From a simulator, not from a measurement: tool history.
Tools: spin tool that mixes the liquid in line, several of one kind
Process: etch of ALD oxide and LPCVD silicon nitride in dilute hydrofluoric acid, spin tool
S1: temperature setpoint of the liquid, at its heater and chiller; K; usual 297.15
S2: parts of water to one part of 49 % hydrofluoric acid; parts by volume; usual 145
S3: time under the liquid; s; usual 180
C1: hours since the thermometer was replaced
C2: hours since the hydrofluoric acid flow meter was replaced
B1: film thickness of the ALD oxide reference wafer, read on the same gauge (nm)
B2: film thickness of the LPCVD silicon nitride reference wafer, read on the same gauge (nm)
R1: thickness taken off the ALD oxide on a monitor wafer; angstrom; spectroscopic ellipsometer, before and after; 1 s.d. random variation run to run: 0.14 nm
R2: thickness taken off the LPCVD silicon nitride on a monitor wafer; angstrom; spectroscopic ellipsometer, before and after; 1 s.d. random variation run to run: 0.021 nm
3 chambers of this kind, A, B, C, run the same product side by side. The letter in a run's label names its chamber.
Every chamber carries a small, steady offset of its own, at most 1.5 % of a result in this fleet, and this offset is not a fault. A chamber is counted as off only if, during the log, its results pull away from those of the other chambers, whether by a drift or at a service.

{"run": "1A", "hour": 12.8, "S1": 297.15, "S2": 145, "S3": 180, "C1": 313.2, "C2": 1116.1, "B1": 149.99, "B2": 40.0, "R1": 317.41, "R2": 5.8345}
{"run": "2C", "hour": 20.9, "S1": 297.15, "S2": 145, "S3": 180, "C1": 88.0, "C2": 32.3, "B1": 149.99, "B2": 40.023, "R1": 315.56, "R2": 5.7842}
{"run": "3B", "hour": 33.5, "S1": 297.15, "S2": 145, "S3": 180, "C1": 1379.6, "C2": 1073.4, "B1": 149.98, "B2": 40.005, "R1": 315.39, "R2": 5.7658}
{"run": "4C", "hour": 39.9, "S1": 297.15, "S2": 145, "S3": 180, "C1": 107.0, "C2": 51.3, "B1": 149.99, "B2": 39.981, "R1": 315.93, "R2": 5.8319}
{"run": "5A", "hour": 50.1, "S1": 297.15, "S2": 145, "S3": 180, "C1": 350.5, "C2": 1153.4, "B1": 150.0, "B2": 40.047, "R1": 317.68, "R2": 5.8273}
{"run": "6B", "hour": 57.0, "S1": 297.15, "S2": 145, "S3": 180, "C1": 1403.1, "C2": 1096.9, "B1": 150.01, "B2": 40.004, "R1": 316.12, "R2": 6.2081}
{"run": "7A", "hour": 69.3, "S1": 300.65, "S2": 190, "S3": 180, "C1": 369.7, "C2": 1172.6, "B1": 149.98, "B2": 40.009, "R1": 261.15, "R2": 5.5321}
{"run": "8C", "hour": 80.9, "S1": 300.65, "S2": 190, "S3": 180, "C1": 148.0, "C2": 92.3, "B1": 149.99, "B2": 40.053, "R1": 258.96, "R2": 5.4656}
{"run": "9B", "hour": 88.4, "S1": 300.65, "S2": 190, "S3": 180, "C1": 1434.5, "C2": 1128.3, "B1": 150.0, "B2": 39.986, "R1": 261.37, "R2": 5.6903}
{"run": "10B", "hour": 101.2, "S1": 297.15, "S2": 145, "S3": 180, "C1": 1447.3, "C2": 1141.1, "B1": 150.01, "B2": 40.026, "R1": 319.23, "R2": 5.4681}
{"run": "11C", "hour": 110.1, "S1": 297.15, "S2": 145, "S3": 180, "C1": 177.2, "C2": 121.5, "B1": 150.01, "B2": 40.026, "R1": 316.03, "R2": 5.936}
{"run": "12A", "hour": 119.6, "S1": 294.15, "S2": 145, "S3": 215, "C1": 420.0, "C2": 1222.9, "B1": 150.01, "B2": 39.997, "R1": 339.38, "R2": 5.7418}
{"run": "13A", "hour": 129.9, "S1": 294.15, "S2": 145, "S3": 215, "C1": 430.3, "C2": 1233.2, "B1": 149.98, "B2": 40.034, "R1": 337.35, "R2": 6.1654}
{"run": "14B", "hour": 137.6, "S1": 294.15, "S2": 145, "S3": 215, "C1": 1483.7, "C2": 1177.5, "B1": 150.02, "B2": 40.016, "R1": 338.48, "R2": 5.7306}
{"run": "15C", "hour": 149.8, "S1": 297.15, "S2": 145, "S3": 180, "C1": 216.9, "C2": 161.2, "B1": 149.99, "B2": 40.012, "R1": 314.28, "R2": 5.61}
{"run": "16B", "hour": 158.9, "S1": 297.15, "S2": 185, "S3": 180, "C1": 1505.0, "C2": 1198.8, "B1": 150.0, "B2": 40.023, "R1": 237.16, "R2": 4.4982}
{"run": "17C", "hour": 169.3, "S1": 297.15, "S2": 185, "S3": 180, "C1": 236.4, "C2": 180.7, "B1": 150.01, "B2": 40.043, "R1": 238.66, "R2": 4.4995}
{"run": "18A", "hour": 181.9, "S1": 297.15, "S2": 185, "S3": 180, "C1": 482.3, "C2": 1285.2, "B1": 150.01, "B2": 40.039, "R1": 240.49, "R2": 4.536}
{"run": "19C", "hour": 188.3, "S1": 297.15, "S2": 145, "S3": 180, "C1": 255.4, "C2": 199.7, "B1": 149.95, "B2": 40.008, "R1": 314.67, "R2": 5.6282}
{"run": "20B", "hour": 199.3, "S1": 297.15, "S2": 145, "S3": 180, "C1": 1545.4, "C2": 1239.2, "B1": 150.0, "B2": 40.016, "R1": 317.8, "R2": 6.0008}
{"run": "21A", "hour": 211.2, "S1": 297.15, "S2": 145, "S3": 180, "C1": 511.6, "C2": 1314.5, "B1": 150.0, "B2": 39.995, "R1": 317.42, "R2": 6.1764}
{"run": "22A", "hour": 223.3, "S1": 297.15, "S2": 145, "S3": 180, "C1": 523.7, "C2": 1326.6, "B1": 150.01, "B2": 39.988, "R1": 317.51, "R2": 5.4958}
{"run": "23C", "hour": 230.0, "S1": 297.15, "S2": 145, "S3": 180, "C1": 297.1, "C2": 241.4, "B1": 149.98, "B2": 40.037, "R1": 314.32, "R2": 6.0637}
{"run": "24B", "hour": 235.7, "S1": 297.15, "S2": 145, "S3": 180, "C1": 1581.8, "C2": 1275.6, "B1": 150.01, "B2": 40.007, "R1": 317.7, "R2": 5.5847}
{"run": "25A", "hour": 245.3, "S1": 297.15, "S2": 145, "S3": 180, "C1": 545.7, "C2": 1348.6, "B1": 150.0, "B2": 39.985, "R1": 319.08, "R2": 5.8797}
{"run": "26B", "hour": 255.4, "S1": 297.15, "S2": 145, "S3": 180, "C1": 1601.5, "C2": 1295.3, "B1": 150.02, "B2": 39.975, "R1": 317.6, "R2": 6.188}
{"run": "27C", "hour": 266.3, "S1": 297.15, "S2": 145, "S3": 180, "C1": 333.4, "C2": 277.7, "B1": 150.0, "B2": 39.971, "R1": 313.55, "R2": 5.8184}
{"run": "28A", "hour": 275.7, "S1": 297.15, "S2": 145, "S3": 180, "C1": 576.1, "C2": 1379.0, "B1": 150.0, "B2": 40.008, "R1": 316.88, "R2": 5.7167}
{"run": "29C", "hour": 281.4, "S1": 297.15, "S2": 145, "S3": 180, "C1": 348.5, "C2": 292.8, "B1": 149.97, "B2": 39.983, "R1": 314.62, "R2": 5.781}
{"run": "30B", "hour": 288.5, "S1": 297.15, "S2": 145, "S3": 180, "C1": 1634.6, "C2": 1328.4, "B1": 150.0, "B2": 39.971, "R1": 316.42, "R2": 5.9944}
{"run": "31B", "hour": 300.7, "S1": 297.15, "S2": 145, "S3": 180, "C1": 1646.8, "C2": 1340.6, "B1": 149.99, "B2": 40.022, "R1": 317.41, "R2": 5.643}
{"run": "32A", "hour": 308.8, "S1": 297.15, "S2": 145, "S3": 180, "C1": 609.2, "C2": 1412.1, "B1": 149.99, "B2": 39.962, "R1": 319.09, "R2": 5.6434}
{"run": "33C", "hour": 314.7, "S1": 297.15, "S2": 145, "S3": 180, "C1": 381.8, "C2": 326.1, "B1": 150.03, "B2": 40.006, "R1": 317.13, "R2": 5.8878}
{"run": "34B", "hour": 321.3, "S1": 297.15, "S2": 145, "S3": 180, "C1": 1667.4, "C2": 1361.2, "B1": 150.0, "B2": 39.988, "R1": 317.55, "R2": 5.962}
{"run": "35C", "hour": 329.5, "S1": 297.15, "S2": 145, "S3": 180, "C1": 396.6, "C2": 340.9, "B1": 150.03, "B2": 39.959, "R1": 314.49, "R2": 6.1465}
{"run": "36A", "hour": 339.0, "S1": 297.15, "S2": 145, "S3": 180, "C1": 639.4, "C2": 1442.3, "B1": 150.0, "B2": 39.987, "R1": 316.75, "R2": 5.8619}
{"run": "37B", "hour": 347.7, "S1": 297.15, "S2": 145, "S3": 180, "C1": 1693.8, "C2": 1387.6, "B1": 150.04, "B2": 40.011, "R1": 315.78, "R2": 6.1572}
{"run": "38A", "hour": 354.2, "S1": 294.15, "S2": 145, "S3": 120, "C1": 654.6, "C2": 1457.5, "B1": 149.98, "B2": 40.043, "R1": 188.05, "R2": 3.3569}
{"run": "39C", "hour": 360.7, "S1": 294.15, "S2": 145, "S3": 120, "C1": 427.8, "C2": 372.1, "B1": 150.04, "B2": 40.022, "R1": 186.81, "R2": 3.2704}
{"run": "40B", "hour": 370.8, "S1": 294.15, "S2": 145, "S3": 120, "C1": 1716.9, "C2": 1410.7, "B1": 150.04, "B2": 40.036, "R1": 188.25, "R2": 3.1206}
{"run": "41A", "hour": 383.0, "S1": 297.15, "S2": 145, "S3": 180, "C1": 683.4, "C2": 1486.3, "B1": 150.0, "B2": 40.049, "R1": 316.13, "R2": 6.1239}
{"run": "42C", "hour": 392.5, "S1": 297.15, "S2": 145, "S3": 180, "C1": 459.6, "C2": 403.9, "B1": 149.98, "B2": 39.97, "R1": 316.25, "R2": 6.1429}

Next, every chamber runs the same settings. What will each give?
{"run": "43A", "hour": 401.9, "S1": 297.15, "S2": 165, "S3": 180, "R1": "?", "R2": "?"}
{"run": "43B", "hour": 401.9, "S1": 297.15, "S2": 165, "S3": 180, "R1": "?", "R2": "?"}
{"run": "43C", "hour": 401.9, "S1": 297.15, "S2": 165, "S3": 180, "R1": "?", "R2": "?"}

run=43A R1=272.94 R2=5.1921
run=43B R1=274.19 R2=5.4952
run=43C R1=272.50 R2=5.0920
